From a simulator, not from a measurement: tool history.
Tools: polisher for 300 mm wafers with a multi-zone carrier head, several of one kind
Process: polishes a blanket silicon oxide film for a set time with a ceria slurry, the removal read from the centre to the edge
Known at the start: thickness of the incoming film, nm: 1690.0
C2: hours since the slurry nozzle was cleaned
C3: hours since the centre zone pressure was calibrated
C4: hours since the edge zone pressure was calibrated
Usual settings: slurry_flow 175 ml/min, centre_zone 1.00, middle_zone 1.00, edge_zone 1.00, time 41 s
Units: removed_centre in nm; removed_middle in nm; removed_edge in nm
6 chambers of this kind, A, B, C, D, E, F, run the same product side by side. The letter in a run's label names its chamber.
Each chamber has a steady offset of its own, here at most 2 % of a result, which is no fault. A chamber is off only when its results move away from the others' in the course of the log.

{"run": "1A", "hour": 3.4, "slurry_flow": 175, "centre_zone": 1.0, "middle_zone": 1.0, "edge_zone": 1.0, "time": 41, "wafers polished on this pad": 518, "C2": 287.6, "C3": 318.0, "C4": 10.4, "removed_centre": 215.52, "removed_middle": 215.69, "removed_edge": 213.87}
{"run": "2E", "hour": 10.1, "slurry_flow": 175, "centre_zone": 1.0, "middle_zone": 1.0, "edge_zone": 1.0, "time": 41, "wafers polished on this pad": 709, "C2": 272.6, "C3": 245.4, "C4": 231.6, "removed_centre": 219.79, "removed_middle": 215.6, "removed_edge": 214.32}
{"hour": 11.4, "done": "chamber A: worn pad replaced by a new one"}
{"run": "3D", "hour": 13.1, "slurry_flow": 175, "centre_zone": 1.0, "middle_zone": 1.0, "edge_zone": 1.0, "time": 41, "wafers polished on this pad": 477, "C2": 347.9, "C3": 464.5, "C4": 196.9, "removed_centre": 213.01, "removed_middle": 214.42, "removed_edge": 210.25}
{"run": "4B", "hour": 19.6, "slurry_flow": 175, "centre_zone": 1.0, "middle_zone": 1.0, "edge_zone": 1.0, "time": 41, "wafers polished on this pad": 1120, "C2": 160.1, "C3": 339.9, "C4": 196.9, "removed_centre": 212.24, "removed_middle": 214.33, "removed_edge": 213.04}
{"hour": 20.2, "done": "chamber D: slurry nozzle cleaned"}
{"run": "5F", "hour": 26.4, "slurry_flow": 175, "centre_zone": 1.0, "middle_zone": 1.0, "edge_zone": 0.96, "time": 46, "wafers polished on this pad": 1189, "C2": 225.4, "C3": 1289.2, "C4": 28.7, "removed_centre": 238.13, "removed_middle": 238.72, "removed_edge": 234.63}
{"run": "6C", "hour": 29.6, "slurry_flow": 175, "centre_zone": 1.0, "middle_zone": 1.0, "edge_zone": 0.96, "time": 46, "wafers polished on this pad": 961, "C2": 563.5, "C3": 768.8, "C4": 278.2, "removed_centre": 237.19, "removed_middle": 236.07, "removed_edge": 232.47}
{"hour": 32.9, "done": "chamber E: worn pad replaced by a new one"}
{"run": "7E", "hour": 35.3, "slurry_flow": 175, "centre_zone": 1.0, "middle_zone": 1.0, "edge_zone": 0.96, "time": 46, "wafers polished on this pad": 22, "C2": 297.8, "C3": 270.6, "C4": 256.8, "removed_centre": 243.95, "removed_middle": 240.09, "removed_edge": 234.99}
{"hour": 37.3, "done": "chamber F: worn pad replaced by a new one"}
{"run": "8C", "hour": 38.9, "slurry_flow": 175, "centre_zone": 1.0, "middle_zone": 1.0, "edge_zone": 0.96, "time": 46, "wafers polished on this pad": 1046, "C2": 572.8, "C3": 778.1, "C4": 287.5, "removed_centre": 231.97, "removed_middle": 229.19, "removed_edge": 234.0}
{"hour": 39.1, "done": "chamber C: worn pad replaced by a new one"}
{"hour": 40.8, "done": "chamber A: slurry nozzle cleaned"}
{"run": "9D", "hour": 44.2, "slurry_flow": 175, "centre_zone": 1.0, "middle_zone": 1.0, "edge_zone": 0.96, "time": 46, "wafers polished on this pad": 764, "C2": 24.0, "C3": 495.6, "C4": 228.0, "removed_centre": 234.64, "removed_middle": 236.09, "removed_edge": 232.58}
{"run": "10F", "hour": 48.3, "slurry_flow": 175, "centre_zone": 1.0, "middle_zone": 1.0, "edge_zone": 0.96, "time": 46, "wafers polished on this pad": 101, "C2": 247.3, "C3": 1311.1, "C4": 50.6, "removed_centre": 237.49, "removed_middle": 236.82, "removed_edge": 231.76}
{"hour": 50.3, "done": "chamber C: slurry nozzle cleaned"}
{"run": "11B", "hour": 53.3, "slurry_flow": 175, "centre_zone": 1.0, "middle_zone": 1.0, "edge_zone": 1.0, "time": 41, "wafers polished on this pad": 1431, "C2": 193.8, "C3": 373.6, "C4": 230.6, "removed_centre": 213.26, "removed_middle": 212.5, "removed_edge": 212.82}
{"run": "12A", "hour": 56.3, "slurry_flow": 175, "centre_zone": 1.0, "middle_zone": 1.0, "edge_zone": 1.0, "time": 41, "wafers polished on this pad": 415, "C2": 15.5, "C3": 370.9, "C4": 63.3, "removed_centre": 214.41, "removed_middle": 212.35, "removed_edge": 214.91}
{"run": "13B", "hour": 59.5, "slurry_flow": 175, "centre_zone": 1.0, "middle_zone": 1.04, "edge_zone": 0.94, "time": 41, "wafers polished on this pad": 1489, "C2": 200.0, "C3": 379.8, "C4": 236.8, "removed_centre": 215.72, "removed_middle": 220.77, "removed_edge": 208.89}
{"run": "14E", "hour": 63.7, "slurry_flow": 175, "centre_zone": 1.0, "middle_zone": 1.04, "edge_zone": 0.94, "time": 41, "wafers polished on this pad": 284, "C2": 326.2, "C3": 299.0, "C4": 285.2, "removed_centre": 213.31, "removed_middle": 221.6, "removed_edge": 206.25}
{"run": "15D", "hour": 68.0, "slurry_flow": 175, "centre_zone": 1.0, "middle_zone": 1.04, "edge_zone": 0.94, "time": 41, "wafers polished on this pad": 984, "C2": 47.8, "C3": 519.4, "C4": 251.8, "removed_centre": 207.98, "removed_middle": 221.7, "removed_edge": 202.1}
{"hour": 70.1, "done": "chamber D: worn pad replaced by a new one"}
{"hour": 70.2, "done": "chamber B: worn pad replaced by a new one"}
{"run": "16A", "hour": 72.7, "slurry_flow": 175, "centre_zone": 1.0, "middle_zone": 1.04, "edge_zone": 0.94, "time": 41, "wafers polished on this pad": 566, "C2": 31.9, "C3": 387.3, "C4": 79.7, "removed_centre": 212.43, "removed_middle": 221.9, "removed_edge": 209.78}
{"hour": 77.4, "done": "chamber A: worn pad replaced by a new one"}
{"run": "17C", "hour": 77.9, "slurry_flow": 175, "centre_zone": 1.0, "middle_zone": 1.04, "edge_zone": 0.94, "time": 41, "wafers polished on this pad": 358, "C2": 27.6, "C3": 817.1, "C4": 326.5, "removed_centre": 215.44, "removed_middle": 215.61, "removed_edge": 205.3}
{"run": "18F", "hour": 83.5, "slurry_flow": 175, "centre_zone": 1.0, "middle_zone": 1.04, "edge_zone": 0.94, "time": 41, "wafers polished on this pad": 426, "C2": 282.5, "C3": 1346.3, "C4": 85.8, "removed_centre": 208.92, "removed_middle": 223.15, "removed_edge": 206.5}
{"hour": 83.6, "done": "chamber F: slurry nozzle cleaned"}
{"run": "19F", "hour": 87.9, "slurry_flow": 175, "centre_zone": 1.0, "middle_zone": 1.0, "edge_zone": 1.0, "time": 41, "wafers polished on this pad": 467, "C2": 4.3, "C3": 1350.7, "C4": 90.2, "removed_centre": 209.44, "removed_middle": 211.14, "removed_edge": 211.6}
{"run": "20B", "hour": 94.6, "slurry_flow": 195, "centre_zone": 1.0, "middle_zone": 1.0, "edge_zone": 1.08, "time": 41, "wafers polished on this pad": 225, "C2": 235.1, "C3": 414.9, "C4": 271.9, "removed_centre": 220.53, "removed_middle": 216.05, "removed_edge": 223.82}
{"run": "21A", "hour": 98.6, "slurry_flow": 195, "centre_zone": 1.0, "middle_zone": 1.0, "edge_zone": 1.08, "time": 41, "wafers polished on this pad": 196, "C2": 57.8, "C3": 413.2, "C4": 105.6, "removed_centre": 214.81, "removed_middle": 212.92, "removed_edge": 228.32}
{"run": "22E", "hour": 102.7, "slurry_flow": 195, "centre_zone": 1.0, "middle_zone": 1.0, "edge_zone": 1.08, "time": 41, "wafers polished on this pad": 645, "C2": 365.2, "C3": 338.0, "C4": 324.2, "removed_centre": 223.36, "removed_middle": 218.19, "removed_edge": 225.55}
{"run": "23D", "hour": 106.1, "slurry_flow": 195, "centre_zone": 1.0, "middle_zone": 1.0, "edge_zone": 1.08, "time": 41, "wafers polished on this pad": 333, "C2": 85.9, "C3": 557.5, "C4": 289.9, "removed_centre": 217.42, "removed_middle": 218.52, "removed_edge": 220.54}
{"run": "24C", "hour": 109.7, "slurry_flow": 195, "centre_zone": 1.0, "middle_zone": 1.0, "edge_zone": 1.08, "time": 41, "wafers polished on this pad": 652, "C2": 59.4, "C3": 848.9, "C4": 358.3, "removed_centre": 220.52, "removed_middle": 213.1, "removed_edge": 223.12}
{"run": "25C", "hour": 116.5, "slurry_flow": 195, "centre_zone": 1.0, "middle_zone": 1.0, "edge_zone": 1.08, "time": 41, "wafers polished on this pad": 715, "C2": 66.2, "C3": 855.7, "C4": 365.1, "removed_centre": 214.98, "removed_middle": 211.24, "removed_edge": 225.2}
{"run": "26D", "hour": 120.3, "slurry_flow": 175, "centre_zone": 1.0, "middle_zone": 1.0, "edge_zone": 1.0, "time": 41, "wafers polished on this pad": 464, "C2": 100.1, "C3": 571.7, "C4": 304.1, "removed_centre": 218.63, "removed_middle": 213.65, "removed_edge": 210.48}
{"run": "27B", "hour": 123.4, "slurry_flow": 175, "centre_zone": 1.0, "middle_zone": 1.0, "edge_zone": 1.0, "time": 41, "wafers polished on this pad": 491, "C2": 263.9, "C3": 443.7, "C4": 300.7, "removed_centre": 213.22, "removed_middle": 212.91, "removed_edge": 216.45}
{"run": "28F", "hour": 130.0, "slurry_flow": 175, "centre_zone": 1.0, "middle_zone": 1.0, "edge_zone": 0.94, "time": 41, "wafers polished on this pad": 856, "C2": 46.4, "C3": 1392.8, "C4": 132.3, "removed_centre": 213.37, "removed_middle": 210.52, "removed_edge": 207.28}
{"hour": 131.6, "done": "chamber E: worn pad replaced by a new one"}
{"run": "29E", "hour": 133.3, "slurry_flow": 175, "centre_zone": 1.0, "middle_zone": 1.0, "edge_zone": 0.94, "time": 41, "wafers polished on this pad": 15, "C2": 395.8, "C3": 368.6, "C4": 354.8, "removed_centre": 210.47, "removed_middle": 213.01, "removed_edge": 206.37}
{"run": "30A", "hour": 139.4, "slurry_flow": 175, "centre_zone": 1.0, "middle_zone": 1.0, "edge_zone": 0.94, "time": 41, "wafers polished on this pad": 573, "C2": 98.6, "C3": 454.0, "C4": 146.4, "removed_centre": 212.65, "removed_middle": 210.38, "removed_edge": 206.67}
{"run": "31D", "hour": 142.7, "slurry_flow": 175, "centre_zone": 1.0, "middle_zone": 1.0, "edge_zone": 0.94, "time": 41, "wafers polished on this pad": 671, "C2": 122.5, "C3": 594.1, "C4": 326.5, "removed_centre": 209.03, "removed_middle": 214.53, "removed_edge": 201.3}
{"hour": 144.0, "done": "chamber F: centre zone pressure recalibrated"}
{"hour": 144.5, "done": "chamber C: worn pad replaced by a new one"}
{"run": "32E", "hour": 146.6, "slurry_flow": 175, "centre_zone": 1.0, "middle_zone": 1.0, "edge_zone": 0.94, "time": 41, "wafers polished on this pad": 138, "C2": 409.1, "C3": 381.9, "C4": 368.1, "removed_centre": 217.75, "removed_middle": 214.36, "removed_edge": 206.38}
{"hour": 150.2, "done": "chamber A: worn pad replaced by a new one"}
{"run": "33B", "hour": 151.2, "slurry_flow": 175, "centre_zone": 1.0, "middle_zone": 1.0, "edge_zone": 0.94, "time": 41, "wafers polished on this pad": 748, "C2": 291.7, "C3": 471.5, "C4": 328.5, "removed_centre": 211.58, "removed_middle": 211.87, "removed_edge": 207.21}
{"run": "34C", "hour": 158.0, "slurry_flow": 175, "centre_zone": 1.0, "middle_zone": 1.0, "edge_zone": 1.0, "time": 41, "wafers polished on this pad": 124, "C2": 107.7, "C3": 897.2, "C4": 406.6, "removed_centre": 213.64, "removed_middle": 207.19, "removed_edge": 215.04}
{"run": "35A", "hour": 162.8, "slurry_flow": 175, "centre_zone": 1.0, "middle_zone": 1.0, "edge_zone": 1.0, "time": 41, "wafers polished on this pad": 116, "C2": 122.0, "C3": 477.4, "C4": 169.8, "removed_centre": 214.45, "removed_middle": 215.16, "removed_edge": 213.02}
{"run": "36F", "hour": 167.2, "slurry_flow": 175, "centre_zone": 1.0, "middle_zone": 1.0, "edge_zone": 1.0, "time": 41, "wafers polished on this pad": 1200, "C2": 83.6, "C3": 23.3, "C4": 169.5, "removed_centre": 213.43, "removed_middle": 213.78, "removed_edge": 214.84}
{"run": "37A", "hour": 171.7, "slurry_flow": 175, "centre_zone": 1.0, "middle_zone": 1.0, "edge_zone": 1.0, "time": 41, "wafers polished on this pad": 198, "C2": 130.9, "C3": 486.3, "C4": 178.7, "removed_centre": 214.14, "removed_middle": 215.31, "removed_edge": 216.6}
{"hour": 173.0, "done": "chamber F: worn pad replaced by a new one"}
{"run": "38F", "hour": 175.2, "slurry_flow": 175, "centre_zone": 1.0, "middle_zone": 1.0, "edge_zone": 1.0, "time": 41, "wafers polished on this pad": 20, "C2": 91.6, "C3": 31.3, "C4": 177.5, "removed_centre": 206.46, "removed_middle": 217.58, "removed_edge": 214.7}
{"run": "39E", "hour": 182.1, "slurry_flow": 175, "centre_zone": 0.92, "middle_zone": 1.06, "edge_zone": 1.0, "time": 41, "wafers polished on this pad": 466, "C2": 444.6, "C3": 417.4, "C4": 403.6, "removed_centre": 194.69, "removed_middle": 223.75, "removed_edge": 217.22}
{"run": "40D", "hour": 186.3, "slurry_flow": 175, "centre_zone": 0.92, "middle_zone": 1.06, "edge_zone": 1.0, "time": 41, "wafers polished on this pad": 1073, "C2": 166.1, "C3": 637.7, "C4": 370.1, "removed_centre": 194.67, "removed_middle": 224.73, "removed_edge": 210.13}

Next, every chamber runs the same settings. What will each give?
{"run": "41A", "hour": 191.3, "slurry_flow": 175, "centre_zone": 1.0, "middle_zone": 1.0, "edge_zone": 1.07, "time": 41, "removed_centre": "?", "removed_middle": "?", "removed_edge": "?"}
{"run": "41B", "hour": 191.3, "slurry_flow": 175, "centre_zone": 1.0, "middle_zone": 1.0, "edge_zone": 1.07, "time": 41, "removed_centre": "?", "removed_middle": "?", "removed_edge": "?"}
{"run": "41C", "hour": 191.3, "slurry_flow": 175, "centre_zone": 1.0, "middle_zone": 1.0, "edge_zone": 1.07, "time": 41, "removed_centre": "?", "removed_middle": "?", "removed_edge": "?"}
{"run": "41D", "hour": 191.3, "slurry_flow": 175, "centre_zone": 1.0, "middle_zone": 1.0, "edge_zone": 1.07, "time": 41, "removed_centre": "?", "removed_middle": "?", "removed_edge": "?"}
{"run": "41E", "hour": 191.3, "slurry_flow": 175, "centre_zone": 1.0, "middle_zone": 1.0, "edge_zone": 1.07, "time": 41, "removed_centre": "?", "removed_middle": "?", "removed_edge": "?"}
{"run": "41F", "hour": 191.3, "slurry_flow": 175, "centre_zone": 1.0, "middle_zone": 1.0, "edge_zone": 1.07, "time": 41, "removed_centre": "?", "removed_middle": "?", "removed_edge": "?"}

run=41A removed_centre=212.11 removed_middle=213.06 removed_edge=225.55
run=41B removed_centre=211.68 removed_middle=214.41 removed_edge=222.75
run=41C removed_centre=213.58 removed_middle=207.07 removed_edge=220.52
run=41D removed_centre=206.41 removed_middle=215.14 removed_edge=215.86
run=41E removed_centre=217.02 removed_middle=214.92 removed_edge=224.19
run=41F removed_centre=213.20 removed_middle=213.74 removed_edge=224.03
